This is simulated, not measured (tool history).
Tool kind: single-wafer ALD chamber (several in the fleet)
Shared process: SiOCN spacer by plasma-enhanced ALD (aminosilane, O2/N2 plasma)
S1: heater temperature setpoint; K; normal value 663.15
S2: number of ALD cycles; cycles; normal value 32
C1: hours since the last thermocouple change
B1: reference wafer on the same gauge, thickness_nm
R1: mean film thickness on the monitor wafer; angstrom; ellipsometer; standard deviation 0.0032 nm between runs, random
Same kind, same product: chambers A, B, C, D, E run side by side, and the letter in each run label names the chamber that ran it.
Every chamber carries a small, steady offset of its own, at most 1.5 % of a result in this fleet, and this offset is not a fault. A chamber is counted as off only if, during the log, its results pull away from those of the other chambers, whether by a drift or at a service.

run 1A day=0.35 | S1=663.15 S2=32 | C1=223.9 | B1=1.7396 | R1=19.306
run 2D day=0.617 | S1=663.15 S2=32 | C1=131.3 | B1=1.7388 | R1=19.339
run 3B day=0.979 | S1=663.15 S2=32 | C1=1354.6 | B1=1.7384 | R1=19.255
run 4C day=1.404 | S1=663.15 S2=32 | C1=210.9 | B1=1.7398 | R1=19.198
-- day=1.454 chamber E: thermocouple changed; heater temperature recalibrated
run 5E day=1.817 | S1=670.15 S2=35 | C1=8.8 | B1=1.7383 | R1=20.825
run 6C day=2.167 | S1=670.15 S2=35 | C1=229.2 | B1=1.7385 | R1=20.996
run 7A day=2.742 | S1=670.15 S2=35 | C1=281.3 | B1=1.7369 | R1=21.078
run 8D day=3.321 | S1=670.15 S2=35 | C1=196.2 | B1=1.7378 | R1=21.185
run 9B day=3.925 | S1=670.15 S2=35 | C1=1425.3 | B1=1.737 | R1=20.996
run 10E day=4.388 | S1=663.15 S2=32 | C1=70.5 | B1=1.7367 | R1=19.089
run 11E day=4.929 | S1=663.15 S2=32 | C1=83.5 | B1=1.7356 | R1=19.001
run 12A day=5.375 | S1=663.15 S2=32 | C1=344.5 | B1=1.7358 | R1=19.291
run 13B day=5.933 | S1=663.15 S2=32 | C1=1473.5 | B1=1.7351 | R1=19.205
run 14C day=6.358 | S1=658.15 S2=32 | C1=329.8 | B1=1.7352 | R1=19.178
run 15D day=6.938 | S1=658.15 S2=32 | C1=283 | B1=1.735 | R1=19.305
run 16A day=7.375 | S1=658.15 S2=32 | C1=392.5 | B1=1.7346 | R1=19.263
run 17D day=7.7 | S1=658.15 S2=32 | C1=301.3 | B1=1.7338 | R1=19.252
run 18C day=8.042 | S1=658.15 S2=32 | C1=370.2 | B1=1.7337 | R1=19.153
run 19B day=8.533 | S1=663.15 S2=32 | C1=1535.9 | B1=1.7335 | R1=19.266
run 20E day=9.096 | S1=663.15 S2=32 | C1=183.5 | B1=1.7325 | R1=18.972
run 21A day=9.608 | S1=663.15 S2=32 | C1=446.1 | B1=1.7328 | R1=19.302
run 22E day=10.096 | S1=663.15 S2=32 | C1=207.5 | B1=1.7322 | R1=19.022
run 23C day=10.521 | S1=663.15 S2=32 | C1=429.7 | B1=1.7321 | R1=19.171
run 24D day=11 | S1=676.15 S2=32 | C1=380.5 | B1=1.7317 | R1=19.078
run 25B day=11.433 | S1=676.15 S2=32 | C1=1605.5 | B1=1.7312 | R1=18.999
run 26E day=11.988 | S1=676.15 S2=32 | C1=252.9 | B1=1.7301 | R1=18.816
run 27D day=12.483 | S1=676.15 S2=32 | C1=416.1 | B1=1.73 | R1=19.104
run 28A day=12.904 | S1=676.15 S2=32 | C1=525.2 | B1=1.7303 | R1=19.018
run 29C day=13.442 | S1=655.15 S2=32 | C1=499.8 | B1=1.7289 | R1=19.129
run 30B day=13.792 | S1=655.15 S2=32 | C1=1662.1 | B1=1.7305 | R1=19.204
run 31B day=14.3 | S1=655.15 S2=32 | C1=1674.3 | B1=1.7293 | R1=19.141
run 32D day=14.846 | S1=655.15 S2=32 | C1=472.8 | B1=1.7289 | R1=19.226
run 33C day=15.3 | S1=655.15 S2=32 | C1=544.4 | B1=1.7286 | R1=19.158

Which is it: a chamber that has drifted or been left off by a service, a gauge drift common to all chambers, or only each chamber's usual small offset? If a chamber is off, name it and its likeliest cause.

None of the chambers is off. What moves is the gauge, dragging all their readings along together.
Cause: gauge reads low (%) = 0.687.

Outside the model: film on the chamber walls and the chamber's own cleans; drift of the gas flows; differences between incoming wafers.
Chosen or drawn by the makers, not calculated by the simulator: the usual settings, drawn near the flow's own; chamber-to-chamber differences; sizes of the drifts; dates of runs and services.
